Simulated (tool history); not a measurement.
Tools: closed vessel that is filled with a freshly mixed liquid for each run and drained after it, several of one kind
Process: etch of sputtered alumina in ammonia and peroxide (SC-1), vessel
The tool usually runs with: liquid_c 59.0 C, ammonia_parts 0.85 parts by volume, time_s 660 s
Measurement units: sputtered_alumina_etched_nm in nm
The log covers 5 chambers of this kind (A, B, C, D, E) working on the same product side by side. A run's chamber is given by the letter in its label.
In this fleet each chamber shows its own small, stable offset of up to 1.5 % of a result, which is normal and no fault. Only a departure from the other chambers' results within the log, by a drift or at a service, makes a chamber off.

run     day  liquid_c  ammonia_parts  time_s  read-back film thickness of the sputtered alumina reference wafer, read on the same gauge (nm)  sputtered_alumina_etched_nm
 1E   0.367      59.0           0.85     660                                                                                          140.01                       35.963
 2B   0.646      59.0           0.85     660                                                                                          139.99                       36.529
 3D   0.904      59.0           0.85     660                                                                                          139.97                       36.624
 4A   1.454      59.0           0.85     660                                                                                          140.00                       36.661
 5C   1.808      59.0           1.00     660                                                                                          140.01                       36.843
 6B   2.250      59.0           1.00     660                                                                                          140.04                       37.059
 7E   2.708      59.0           1.00     660                                                                                          140.00                       36.870
      2.725  -- chamber D: ammonia flow meter replaced
 8D   2.975      59.0           1.00     660                                                                                          140.01                       37.377
 9C   3.446      59.0           1.00     660                                                                                          140.01                       36.934
10A   3.950      59.0           0.85     660                                                                                          140.02                       36.463
11B   4.304      59.0           0.85     660                                                                                          140.03                       36.499
12A   4.783      59.0           0.85     660                                                                                          140.01                       36.552
13D   5.154      59.0           0.85     660                                                                                          140.00                       36.652
14E   5.412      59.0           0.85     660                                                                                          140.00                       36.487
15C   5.704      59.0           0.85     660                                                                                          139.99                       36.367
16D   6.067      59.0           0.85     660                                                                                          140.02                       36.584
17A   6.417      59.0           0.85     660                                                                                          139.95                       36.264
18C   6.896      59.0           0.85     660                                                                                          139.96                       36.212
      7.162  -- chamber D: new drum of ammonia solution connected
19E   7.288      59.0           0.85     660                                                                                          139.97                       36.077
20B   7.833      59.0           0.85     660                                                                                          140.00                       36.511
21E   8.379      59.0           0.85     660                                                                                          139.99                       36.493
22A   8.742      66.5           1.15     660                                                                                          140.00                       54.167
      9.046  -- chamber C: thermometer replaced
      9.104  -- chamber C: ammonia flow meter replaced
23D   9.158      66.5           1.15     660                                                                                          140.01                       55.059
24B   9.521      66.5           1.15     660                                                                                          139.95                       54.745
25C   9.925      66.5           1.15     660                                                                                          139.99                       54.657
26D  10.212      66.5           1.15     660                                                                                          140.03                       54.839
27E  10.654      59.0           0.85     660                                                                                          140.05                       36.325
28A  10.904      59.0           0.85     660                                                                                          139.99                       35.614
29C  11.200      59.0           0.85     660                                                                                          140.03                       36.164
30B  11.567      59.0           0.85     660                                                                                          139.99                       36.469
31D  11.983      59.0           0.85     660                                                                                          139.96                       36.704
32E  12.354      59.0           0.85     660                                                                                          139.93                       36.504
33C  12.596      59.0           0.85     660                                                                                          139.98                       36.382
34A  12.858      59.0           0.85     660                                                                                          139.98                       35.281
35B  13.317      59.0           1.15     935                                                                                          140.00                       53.142
36A  13.842      59.0           1.15     935                                                                                          139.94                       51.054
37E  14.154      59.0           1.15     935                                                                                          140.00                       53.136
38B  14.675      59.0           1.15     935                                                                                          139.97                       53.345
39D  15.233      59.0           1.15     935                                                                                          140.02                       53.539
40C  15.517      59.0           0.85     660                                                                                          140.00                       36.259

Predict what each chamber gives when all 5 of them run the settings below next.
41A  15.917      52.5           0.85     660                                                                                                                            ?
41B  15.917      52.5           0.85     660                                                                                                                            ?
41C  15.917      52.5           0.85     660                                                                                                                            ?
41D  15.917      52.5           0.85     660                                                                                                                            ?
41E  15.917      52.5           0.85     660                                                                                                                            ?

run  sputtered_alumina_etched_nm
41A                       24.625
41B                       25.940
41C                       25.982
41D                       26.148
41E                       25.650

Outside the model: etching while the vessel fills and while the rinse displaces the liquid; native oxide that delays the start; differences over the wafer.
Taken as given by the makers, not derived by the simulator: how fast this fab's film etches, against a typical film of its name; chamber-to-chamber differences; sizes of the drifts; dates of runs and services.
